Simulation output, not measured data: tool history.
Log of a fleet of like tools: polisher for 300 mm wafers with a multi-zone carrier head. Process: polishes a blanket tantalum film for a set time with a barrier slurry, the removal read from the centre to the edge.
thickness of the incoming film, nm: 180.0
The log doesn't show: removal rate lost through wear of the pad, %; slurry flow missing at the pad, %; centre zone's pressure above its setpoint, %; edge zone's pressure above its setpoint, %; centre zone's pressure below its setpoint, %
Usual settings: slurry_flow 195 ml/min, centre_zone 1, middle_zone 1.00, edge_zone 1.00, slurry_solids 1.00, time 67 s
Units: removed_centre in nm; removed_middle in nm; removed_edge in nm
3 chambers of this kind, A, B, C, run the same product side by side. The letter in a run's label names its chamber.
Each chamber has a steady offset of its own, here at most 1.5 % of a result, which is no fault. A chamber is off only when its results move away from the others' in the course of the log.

| run | day | slurry_flow | centre_zone | middle_zone | edge_zone | slurry_solids | time | wafers polished on this pad | hours since the slurry nozzle was cleaned | hours since the centre zone pressure was calibrated | hours since the edge zone pressure was calibrated | removed_centre | removed_middle | removed_edge |
|---|---|---|---|---|---|---|---|---|---|---|---|---|---|---|
| 1A | 0.279 | 195 | 1 | 1.00 | 1.00 | 1.00 | 67 | 237 | 623.2 | 177.4 | 1047.2 | 70.086 | 70.345 | 70.470 |
| 2B | 0.525 | 195 | 1 | 1.00 | 1.00 | 1.00 | 67 | 513 | 310.7 | 110.7 | 348.4 | 71.221 | 70.889 | 71.343 |
| 3C | 0.679 | 195 | 1 | 1.00 | 1.00 | 1.00 | 67 | 143 | 119.8 | 94.7 | 308.8 | 70.809 | 72.318 | 71.487 |
| 4A | 0.975 | 195 | 1 | 1.00 | 1.00 | 1.00 | 67 | 343 | 639.9 | 194.1 | 1063.9 | 71.668 | 72.233 | 71.867 |
| 5C | 1.183 | 195 | 1 | 1.00 | 1.00 | 1.00 | 67 | 220 | 131.9 | 106.8 | 320.9 | 73.072 | 71.885 | 71.118 |
| 6B | 1.354 | 195 | 1 | 1.00 | 1.00 | 1.00 | 67 | 640 | 330.6 | 130.6 | 368.3 | 71.839 | 70.741 | 71.155 |
| 7C | 1.596 | 195 | 1 | 1.00 | 1.00 | 1.00 | 67 | 283 | 141.8 | 116.7 | 330.8 | 70.435 | 72.173 | 70.911 |
|  | 1.817 | chamber B: edge zone pressure recalibrated |
| 8A | 1.817 | 195 | 1 | 1.00 | 1.00 | 1.00 | 67 | 472 | 660.1 | 214.3 | 1084.1 | 72.014 | 70.737 | 71.598 |
| 9B | 2.021 | 195 | 1 | 1.00 | 1.00 | 1.00 | 67 | 742 | 346.6 | 146.6 | 4.9 | 70.454 | 70.650 | 71.264 |
| 10A | 2.225 | 235 | 1 | 1.00 | 1.00 | 1.00 | 84 | 534 | 669.9 | 224.1 | 1093.9 | 92.481 | 90.285 | 89.750 |
| 11C | 2.517 | 235 | 1 | 1.00 | 1.00 | 1.00 | 84 | 424 | 163.9 | 138.8 | 352.9 | 93.632 | 92.276 | 92.311 |
| 12B | 2.675 | 235 | 1 | 1.00 | 1.00 | 1.00 | 84 | 842 | 362.3 | 162.3 | 20.6 | 91.771 | 90.169 | 89.969 |
| 13C | 2.808 | 195 | 1 | 1.00 | 1.00 | 1.00 | 67 | 468 | 170.9 | 145.8 | 359.9 | 73.176 | 72.650 | 70.516 |
| 14A | 3.108 | 195 | 1 | 1.00 | 1.00 | 1.00 | 67 | 669 | 691.1 | 245.3 | 1115.1 | 70.322 | 70.434 | 70.568 |
|  | 3.167 | chamber A: slurry nozzle cleaned |
| 15B | 3.317 | 195 | 1 | 1.00 | 1.00 | 1.00 | 67 | 940 | 377.7 | 177.7 | 36.0 | 71.627 | 69.270 | 70.283 |
| 16C | 3.546 | 195 | 1 | 1.00 | 1.00 | 1.00 | 67 | 581 | 188.6 | 163.5 | 377.6 | 71.169 | 71.902 | 72.700 |
| 17B | 3.692 | 195 | 1 | 1.00 | 1.00 | 1.00 | 67 | 997 | 386.7 | 186.7 | 45.0 | 69.692 | 71.705 | 68.909 |
| 18A | 3.867 | 195 | 1 | 1.00 | 1.10 | 1.00 | 67 | 785 | 16.8 | 263.5 | 1133.3 | 71.144 | 70.450 | 74.900 |
| 19A | 4.121 | 195 | 1 | 1.00 | 1.10 | 1.00 | 67 | 824 | 22.9 | 269.6 | 1139.4 | 71.252 | 70.837 | 73.441 |
| 20C | 4.283 | 195 | 1 | 1.00 | 1.10 | 1.00 | 67 | 694 | 206.3 | 181.2 | 395.3 | 70.776 | 72.122 | 75.988 |
|  | 4.308 | chamber A: worn pad replaced by a new one |
| 21B | 4.542 | 195 | 1 | 1.07 | 0.89 | 1.00 | 67 | 1127 | 407.1 | 207.1 | 65.4 | 69.310 | 74.780 | 67.685 |
|  | 4.808 | chamber C: edge zone pressure recalibrated |
| 22C | 4.850 | 195 | 1 | 1.07 | 0.89 | 1.00 | 67 | 780 | 219.9 | 194.8 | 1.1 | 72.009 | 77.045 | 67.314 |
| 23A | 5.017 | 195 | 1 | 1.07 | 0.89 | 1.00 | 67 | 108 | 44.4 | 291.1 | 1160.9 | 71.988 | 77.194 | 67.708 |
| 24B | 5.283 | 195 | 1 | 1.00 | 1.00 | 1.00 | 67 | 1241 | 424.9 | 224.9 | 83.2 | 68.801 | 70.533 | 70.272 |
| 25A | 5.512 | 195 | 1 | 1.00 | 1.00 | 1.00 | 67 | 184 | 56.3 | 303.0 | 1172.8 | 72.882 | 70.212 | 71.808 |
|  | 5.612 | chamber B: worn pad replaced by a new one |
| 26C | 5.688 | 195 | 1 | 1.00 | 1.00 | 1.00 | 67 | 908 | 240.0 | 214.9 | 21.2 | 70.827 | 72.482 | 70.779 |
| 27B | 5.838 | 130 | 1 | 1.00 | 1.00 | 1.00 | 67 | 34 | 438.2 | 238.2 | 96.5 | 62.912 | 65.274 | 67.514 |
| 28C | 6.092 | 130 | 1 | 1.00 | 1.00 | 1.00 | 67 | 970 | 249.7 | 224.6 | 30.9 | 65.222 | 66.443 | 68.025 |
|  | 6.358 | chamber C: worn pad replaced by a new one |
| 29A | 6.375 | 130 | 1 | 1.00 | 1.00 | 1.00 | 67 | 316 | 77.0 | 323.7 | 1193.5 | 64.084 | 65.396 | 67.369 |
| 30B | 6.638 | 195 | 1 | 1.00 | 1.00 | 1.00 | 67 | 157 | 457.4 | 257.4 | 115.7 | 67.941 | 71.111 | 71.983 |
| 31A | 6.788 | 195 | 1 | 1.00 | 1.00 | 1.00 | 67 | 379 | 86.9 | 333.6 | 1203.4 | 70.812 | 71.210 | 71.975 |
| 32B | 7.042 | 195 | 1 | 1.00 | 1.00 | 1.00 | 67 | 218 | 467.1 | 267.1 | 125.4 | 67.599 | 70.405 | 70.340 |
| 33C | 7.217 | 195 | 1 | 1.00 | 1.00 | 1.00 | 67 | 131 | 276.7 | 251.6 | 57.9 | 72.665 | 72.890 | 71.334 |
| 34A | 7.425 | 195 | 1 | 1.00 | 1.00 | 1.00 | 67 | 476 | 102.2 | 348.9 | 1218.7 | 71.802 | 71.246 | 72.043 |
| 35C | 7.721 | 195 | 1 | 1.00 | 1.00 | 1.00 | 67 | 208 | 288.8 | 263.7 | 70.0 | 71.396 | 72.755 | 71.308 |
| 36B | 7.904 | 195 | 1 | 1.00 | 1.00 | 1.00 | 67 | 350 | 487.8 | 287.8 | 146.1 | 66.893 | 70.579 | 70.345 |
| 37B | 8.200 | 195 | 1 | 1.00 | 1.00 | 1.00 | 67 | 396 | 494.9 | 294.9 | 153.2 | 66.169 | 70.182 | 69.570 |
| 38A | 8.492 | 195 | 1 | 1.00 | 1.00 | 1.00 | 67 | 639 | 127.8 | 374.5 | 1244.3 | 70.083 | 70.855 | 71.930 |

Next, every chamber runs the same settings. What will each give?
| 39A | 8.708 | 195 | 1 | 1.00 | 1.00 | 1.15 | 67 |  |  |  |  | ? | ? | ? |
| 39B | 8.708 | 195 | 1 | 1.00 | 1.00 | 1.15 | 67 |  |  |  |  | ? | ? | ? |
| 39C | 8.708 | 195 | 1 | 1.00 | 1.00 | 1.15 | 67 |  |  |  |  | ? | ? | ? |

| run | removed_centre | removed_middle | removed_edge |
|---|---|---|---|
| 39A | 74.140 | 73.584 | 74.854 |
| 39B | 67.053 | 73.095 | 74.275 |
| 39C | 73.613 | 74.724 | 72.698 |
